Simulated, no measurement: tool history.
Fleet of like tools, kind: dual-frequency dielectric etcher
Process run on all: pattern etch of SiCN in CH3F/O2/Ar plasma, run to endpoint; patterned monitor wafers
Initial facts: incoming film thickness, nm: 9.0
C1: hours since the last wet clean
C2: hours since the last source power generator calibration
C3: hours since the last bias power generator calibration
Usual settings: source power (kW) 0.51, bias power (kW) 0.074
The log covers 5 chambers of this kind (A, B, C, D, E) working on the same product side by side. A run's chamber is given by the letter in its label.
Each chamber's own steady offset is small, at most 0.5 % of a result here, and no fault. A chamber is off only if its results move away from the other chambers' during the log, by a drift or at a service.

{"run": "1C", "hour": 10.3, "source power (kW)": 0.51, "bias power (kW)": 0.074, "C1": 305.3, "C2": 2283.4, "C3": 315.7, "endpoint time (s)": 21.679}
{"run": "2B", "hour": 16.3, "source power (kW)": 0.51, "bias power (kW)": 0.074, "C1": 519.9, "C2": 2299.8, "C3": 585.9, "endpoint time (s)": 21.535}
{"run": "3A", "hour": 26.3, "source power (kW)": 0.51, "bias power (kW)": 0.074, "C1": 151.9, "C2": 3491.3, "C3": 1896.7, "endpoint time (s)": 21.907}
{"run": "4E", "hour": 34.0, "source power (kW)": 0.51, "bias power (kW)": 0.074, "C1": 34.5, "C2": 240.9, "C3": 412.5, "endpoint time (s)": 21.644}
{"run": "5D", "hour": 44.9, "source power (kW)": 0.51, "bias power (kW)": 0.074, "C1": 428.7, "C2": 1831.9, "C3": 1287, "endpoint time (s)": 21.577}
{"hour": 52.6, "done": "chamber B: wet clean of the chamber"}
{"run": "6A", "hour": 54.9, "source power (kW)": 0.51, "bias power (kW)": 0.074, "C1": 180.5, "C2": 3519.9, "C3": 1925.3, "endpoint time (s)": 21.88}
{"run": "7D", "hour": 61.7, "source power (kW)": 0.51, "bias power (kW)": 0.074, "C1": 445.5, "C2": 1848.7, "C3": 1303.8, "endpoint time (s)": 21.538}
{"run": "8C", "hour": 70.1, "source power (kW)": 0.51, "bias power (kW)": 0.074, "C1": 365.1, "C2": 2343.2, "C3": 375.5, "endpoint time (s)": 21.676}
{"run": "9E", "hour": 79.3, "source power (kW)": 0.51, "bias power (kW)": 0.074, "C1": 79.8, "C2": 286.2, "C3": 457.8, "endpoint time (s)": 21.611}
{"run": "10B", "hour": 86.7, "source power (kW)": 0.51, "bias power (kW)": 0.074, "C1": 34.1, "C2": 2370.2, "C3": 656.3, "endpoint time (s)": 21.549}
{"hour": 88.2, "done": "chamber D: wet clean of the chamber"}
{"run": "11B", "hour": 93.8, "source power (kW)": 0.51, "bias power (kW)": 0.074, "C1": 41.2, "C2": 2377.3, "C3": 663.4, "endpoint time (s)": 21.674}
{"run": "12A", "hour": 103.5, "source power (kW)": 0.51, "bias power (kW)": 0.074, "C1": 229.1, "C2": 3568.5, "C3": 1973.9, "endpoint time (s)": 21.812}
{"run": "13D", "hour": 113.4, "source power (kW)": 0.51, "bias power (kW)": 0.074, "C1": 25.3, "C2": 1900.4, "C3": 1355.5, "endpoint time (s)": 21.749}
{"run": "14C", "hour": 123.7, "source power (kW)": 0.45, "bias power (kW)": 0.085, "C1": 418.7, "C2": 2396.8, "C3": 429.1, "endpoint time (s)": 21.75}
{"run": "15E", "hour": 131.6, "source power (kW)": 0.45, "bias power (kW)": 0.085, "C1": 132.1, "C2": 338.5, "C3": 510.1, "endpoint time (s)": 21.607}
{"hour": 134.9, "done": "chamber A: bias power generator calibrated"}
{"run": "16C", "hour": 139.7, "source power (kW)": 0.45, "bias power (kW)": 0.085, "C1": 434.7, "C2": 2412.8, "C3": 445.1, "endpoint time (s)": 21.935}
{"run": "17A", "hour": 146.0, "source power (kW)": 0.45, "bias power (kW)": 0.085, "C1": 271.6, "C2": 3611, "C3": 11.2, "endpoint time (s)": 21.731}
{"run": "18E", "hour": 154.7, "source power (kW)": 0.45, "bias power (kW)": 0.085, "C1": 155.2, "C2": 361.6, "C3": 533.2, "endpoint time (s)": 21.51}
{"run": "19B", "hour": 164.1, "source power (kW)": 0.51, "bias power (kW)": 0.074, "C1": 111.5, "C2": 2447.6, "C3": 733.7, "endpoint time (s)": 21.566}
{"run": "20D", "hour": 172.0, "source power (kW)": 0.51, "bias power (kW)": 0.074, "C1": 83.9, "C2": 1959, "C3": 1414.1, "endpoint time (s)": 21.541}
{"run": "21B", "hour": 178.3, "source power (kW)": 0.51, "bias power (kW)": 0.074, "C1": 125.7, "C2": 2461.8, "C3": 747.9, "endpoint time (s)": 21.505}
{"run": "22C", "hour": 186.1, "source power (kW)": 0.51, "bias power (kW)": 0.074, "C1": 481.1, "C2": 2459.2, "C3": 491.5, "endpoint time (s)": 22.097}
{"run": "23D", "hour": 193.9, "source power (kW)": 0.51, "bias power (kW)": 0.074, "C1": 105.8, "C2": 1980.9, "C3": 1436, "endpoint time (s)": 21.61}
{"run": "24E", "hour": 204.2, "source power (kW)": 0.51, "bias power (kW)": 0.074, "C1": 204.7, "C2": 411.1, "C3": 582.7, "endpoint time (s)": 21.651}
{"run": "25A", "hour": 213.0, "source power (kW)": 0.51, "bias power (kW)": 0.074, "C1": 338.6, "C2": 3678, "C3": 78.2, "endpoint time (s)": 21.612}
{"run": "26C", "hour": 222.1, "source power (kW)": 0.42, "bias power (kW)": 0.064, "C1": 517.1, "C2": 2495.2, "C3": 527.5, "endpoint time (s)": 25.393}
{"run": "27B", "hour": 231.1, "source power (kW)": 0.42, "bias power (kW)": 0.064, "C1": 178.5, "C2": 2514.6, "C3": 800.7, "endpoint time (s)": 24.292}
{"run": "28A", "hour": 238.9, "source power (kW)": 0.42, "bias power (kW)": 0.064, "C1": 364.5, "C2": 3703.9, "C3": 104.1, "endpoint time (s)": 24.654}
{"run": "29D", "hour": 246.9, "source power (kW)": 0.42, "bias power (kW)": 0.064, "C1": 158.8, "C2": 2033.9, "C3": 1489, "endpoint time (s)": 24.52}
{"run": "30E", "hour": 252.3, "source power (kW)": 0.42, "bias power (kW)": 0.064, "C1": 252.8, "C2": 459.2, "C3": 630.8, "endpoint time (s)": 24.527}
{"run": "31D", "hour": 260.2, "source power (kW)": 0.51, "bias power (kW)": 0.091, "C1": 172.1, "C2": 2047.2, "C3": 1502.3, "endpoint time (s)": 20.118}
{"run": "32C", "hour": 271.0, "source power (kW)": 0.51, "bias power (kW)": 0.091, "C1": 566, "C2": 2544.1, "C3": 576.4, "endpoint time (s)": 21.026}
{"run": "33A", "hour": 278.8, "source power (kW)": 0.51, "bias power (kW)": 0.091, "C1": 404.4, "C2": 3743.8, "C3": 144, "endpoint time (s)": 20.175}
{"run": "34B", "hour": 286.8, "source power (kW)": 0.51, "bias power (kW)": 0.091, "C1": 234.2, "C2": 2570.3, "C3": 856.4, "endpoint time (s)": 20.149}
{"run": "35E", "hour": 292.0, "source power (kW)": 0.51, "bias power (kW)": 0.091, "C1": 292.5, "C2": 498.9, "C3": 670.5, "endpoint time (s)": 20.283}
{"run": "36E", "hour": 299.0, "source power (kW)": 0.51, "bias power (kW)": 0.074, "C1": 299.5, "C2": 505.9, "C3": 677.5, "endpoint time (s)": 21.641}
{"run": "37D", "hour": 305.3, "source power (kW)": 0.51, "bias power (kW)": 0.074, "C1": 217.2, "C2": 2092.3, "C3": 1547.4, "endpoint time (s)": 21.592}
{"run": "38A", "hour": 314.6, "source power (kW)": 0.51, "bias power (kW)": 0.074, "C1": 440.2, "C2": 3779.6, "C3": 179.8, "endpoint time (s)": 21.731}

Has any chamber moved away from the others, gradually or after a service, or does the common gauge drift, or do the chambers differ only by their own small steady offsets? State the chamber and the most likely cause if one applies.

It is chamber C that slowly wanders off from its peers.
Likeliest cause: etch rate under this chamber's usual, % = 4.83.

Which of the 4 candidates below, each the usual settings with something changed and its results left as question marks, puts chamber C back in line with what the other chambers give on the usual settings?
Counts as in line when no further than this from what the other chambers average on the usual settings: endpoint time (s) 0.39
{"run": "39C-1", "hour": 322.5, "source power (kW)": 0.47, "bias power (kW)": 0.07, "endpoint time (s)": "?"}
{"run": "39C-2", "hour": 322.5, "source power (kW)": 0.55, "bias power (kW)": 0.078, "endpoint time (s)": "?"}
{"run": "39C-3", "hour": 322.5, "source power (kW)": 0.59, "bias power (kW)": 0.083, "endpoint time (s)": "?"}
{"run": "39C-4", "hour": 322.5, "source power (kW)": 0.51, "bias power (kW)": 0.055, "endpoint time (s)": "?"}

Average result of the remaining chambers running the usual settings: endpoint time (s) 21.651
run=39C-1 endpoint_time_(s)=23.85
run=39C-2 endpoint_time_(s)=21.639
run=39C-3 endpoint_time_(s)=20.619
run=39C-4 endpoint_time_(s)=25.027
It is 39C-2 that realigns the chamber with its peers.

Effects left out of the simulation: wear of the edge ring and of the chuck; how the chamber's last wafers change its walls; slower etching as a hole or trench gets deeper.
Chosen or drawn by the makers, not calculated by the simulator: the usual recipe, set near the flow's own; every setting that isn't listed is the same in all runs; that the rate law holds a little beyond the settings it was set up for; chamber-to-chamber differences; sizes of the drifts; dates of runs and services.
